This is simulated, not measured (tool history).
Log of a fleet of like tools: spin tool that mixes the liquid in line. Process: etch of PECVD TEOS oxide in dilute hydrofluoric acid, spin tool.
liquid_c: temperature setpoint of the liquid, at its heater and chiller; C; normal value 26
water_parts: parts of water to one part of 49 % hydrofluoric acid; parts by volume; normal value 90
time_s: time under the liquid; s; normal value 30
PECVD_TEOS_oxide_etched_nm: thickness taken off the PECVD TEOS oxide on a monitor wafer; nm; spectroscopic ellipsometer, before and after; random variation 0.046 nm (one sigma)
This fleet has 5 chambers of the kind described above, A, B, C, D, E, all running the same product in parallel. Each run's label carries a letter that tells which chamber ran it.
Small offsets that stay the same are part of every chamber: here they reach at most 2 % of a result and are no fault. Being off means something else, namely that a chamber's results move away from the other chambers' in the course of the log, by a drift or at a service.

run	hour	liquid_c	water_parts	time_s	read-back film thickness of the PECVD TEOS oxide reference wafer, read on the same gauge (nm)	PECVD_TEOS_oxide_etched_nm
1C	4.1	26	90	30	70.017	4.9768
2A	7	26	90	30	69.995	5.1762
3D	12.7	26	90	30	69.995	4.9573
4E	15.7	26	90	30	69.996	5.0654
5B	22.2	26	90	30	70.015	5.0209
6A	27.8	26	90	30	70.023	5.1339
7D	32.1	26	75	30	69.991	6.1282
8E	36.7	26	75	30	70.025	6.2529
9B	39.9	26	75	30	70.002	6.1513
10C	45.8	26	75	30	69.989	6.2295
11D	51.4	26	75	30	70.011	6.1814
12C	57	26	90	30	70.02	5.0442
13E	60.3	26	90	30	69.99	5.1469
14B	66.5	26	75	45	70	9.2629
15A	72.9	26	75	45	69.989	9.4245
16B	78.5	26	75	45	70.002	9.2729
17E	81.5	26	75	45	70.039	9.2599
18A	85.2	26	75	45	70.014	9.4274
19C	89.6	26	135	45	69.985	4.7152
20D	94.9	26	135	45	70.004	4.6337
21B	99.1	26	135	45	69.965	4.6796
22C	103.9	26	135	45	70.002	4.8191
23D	109	26	135	45	70.029	4.5054
24E	111.9	22.5	90	45	69.993	6.6031
25A	115.9	22.5	90	45	69.991	6.5918
26A	119.7	22.5	90	45	69.985	6.6102
27C	123.4	22.5	90	45	69.969	6.5673
28B	126.6	22.5	90	45	70.008	6.5164
29D	132.8	26	90	30	69.988	4.8147
30E	138	26	90	20	69.973	3.347
31A	144.4	26	90	20	69.994	3.401
32B	150.6	26	90	20	69.972	3.3876
33D	155.2	26	90	20	70.001	3.1443
34E	159.6	26	90	20	69.989	3.3356
35C	164.5	26	90	30	70.013	5.0434
36C	167.8	26	90	30	70.012	4.9507
37D	172.7	26	90	30	69.997	4.6784
38A	178.7	26	90	30	69.981	5.0864

All 5 chambers run these settings next. Forecast each chamber's results:
39A	183.3	26	50	30		?
39B	183.3	26	50	30		?
39C	183.3	26	50	30		?
39D	183.3	26	50	30		?
39E	183.3	26	50	30		?

run	PECVD_TEOS_oxide_etched_nm
39A	9.6966
39B	9.6634
39C	9.6432
39D	8.8591
39E	9.7949
